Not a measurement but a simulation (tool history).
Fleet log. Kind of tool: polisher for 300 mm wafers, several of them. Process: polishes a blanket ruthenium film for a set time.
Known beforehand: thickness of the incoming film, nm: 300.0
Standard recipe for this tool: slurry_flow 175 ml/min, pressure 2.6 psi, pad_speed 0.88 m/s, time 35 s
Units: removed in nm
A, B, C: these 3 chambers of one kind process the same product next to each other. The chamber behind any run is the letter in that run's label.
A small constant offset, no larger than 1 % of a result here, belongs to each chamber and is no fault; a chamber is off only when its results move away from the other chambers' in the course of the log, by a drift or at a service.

run,day,slurry_flow,pressure,pad_speed,time,removed
1C,0.212,175,2.6,0.88,35,46.307
2A,0.604,175,2.6,0.88,35,47.883
3B,0.842,175,2.6,0.88,35,48.418
# day 1.004: chamber B: slurry nozzle cleaned
4A,1.212,175,2.6,0.88,35,48.234
# day 1.396: chamber B: worn pad replaced by a new one
5C,1.504,175,2.6,0.88,35,47.888
6B,1.85,175,2.6,0.88,35,46.451
7C,2.212,175,2.6,0.88,35,46.589
8A,2.579,175,2.6,0.88,35,47.871
9B,2.967,175,3.4,0.88,35,60.763
# day 3.162: chamber C: worn pad replaced by a new one
10A,3.233,175,3.4,0.88,35,62.829
11B,3.433,175,3.4,0.88,35,61.119
12C,3.767,175,2.6,0.88,35,46.15
# day 3.833: chamber A: worn pad replaced by a new one
13C,4.158,175,2.6,0.88,35,46.666
14A,4.492,175,2.6,0.88,35,47.508
# day 4.533: chamber B: worn pad replaced by a new one
15B,4.854,175,1.8,1.06,35,37.747
# day 5.033: chamber C: head pressure recalibrated
16B,5.154,175,1.8,1.06,35,36.97
17C,5.504,175,1.8,1.06,35,39.709
18A,5.729,175,2.6,0.88,35,48.253
19C,5.967,175,2.6,0.88,35,46.326
20A,6.329,175,2.6,0.88,35,47.785
21B,6.646,175,2.6,0.88,35,43.267
22A,6.904,175,2.6,0.88,35,47.283

What goes on in this fleet: one chamber off, a drifting gauge, or nothing beyond the chambers' own small offsets? Name the chamber and the cause, if any.

One chamber, B, drifts off from the rest bit by bit.
Most likely cause: head's pressure below its setpoint, % = 10.5.
Not necessarily distinguishable in this log from: slurry flow missing at the pad, %.

Which of the 4 candidates below, each the usual settings with something changed and its results left as question marks, puts chamber B back in line with what the other chambers give on the usual settings?
In line here means within this much of the mean the other chambers give on the usual settings: removed 2.2 nm
23B-1,7.229,175,2.5,0.84,34,?
23B-2,7.229,175,3.3,0.88,35,?
23B-3,7.229,175,2.6,0.98,35,?
23B-4,7.229,170,2.6,0.88,28,?

The other chambers' mean on the usual settings: removed 47.561 nm
run,removed
23B-1,37.753
23B-2,53.982
23B-3,47.281
23B-4,33.766
23B-3 is the one that brings the chamber's results back in line with the other chambers.

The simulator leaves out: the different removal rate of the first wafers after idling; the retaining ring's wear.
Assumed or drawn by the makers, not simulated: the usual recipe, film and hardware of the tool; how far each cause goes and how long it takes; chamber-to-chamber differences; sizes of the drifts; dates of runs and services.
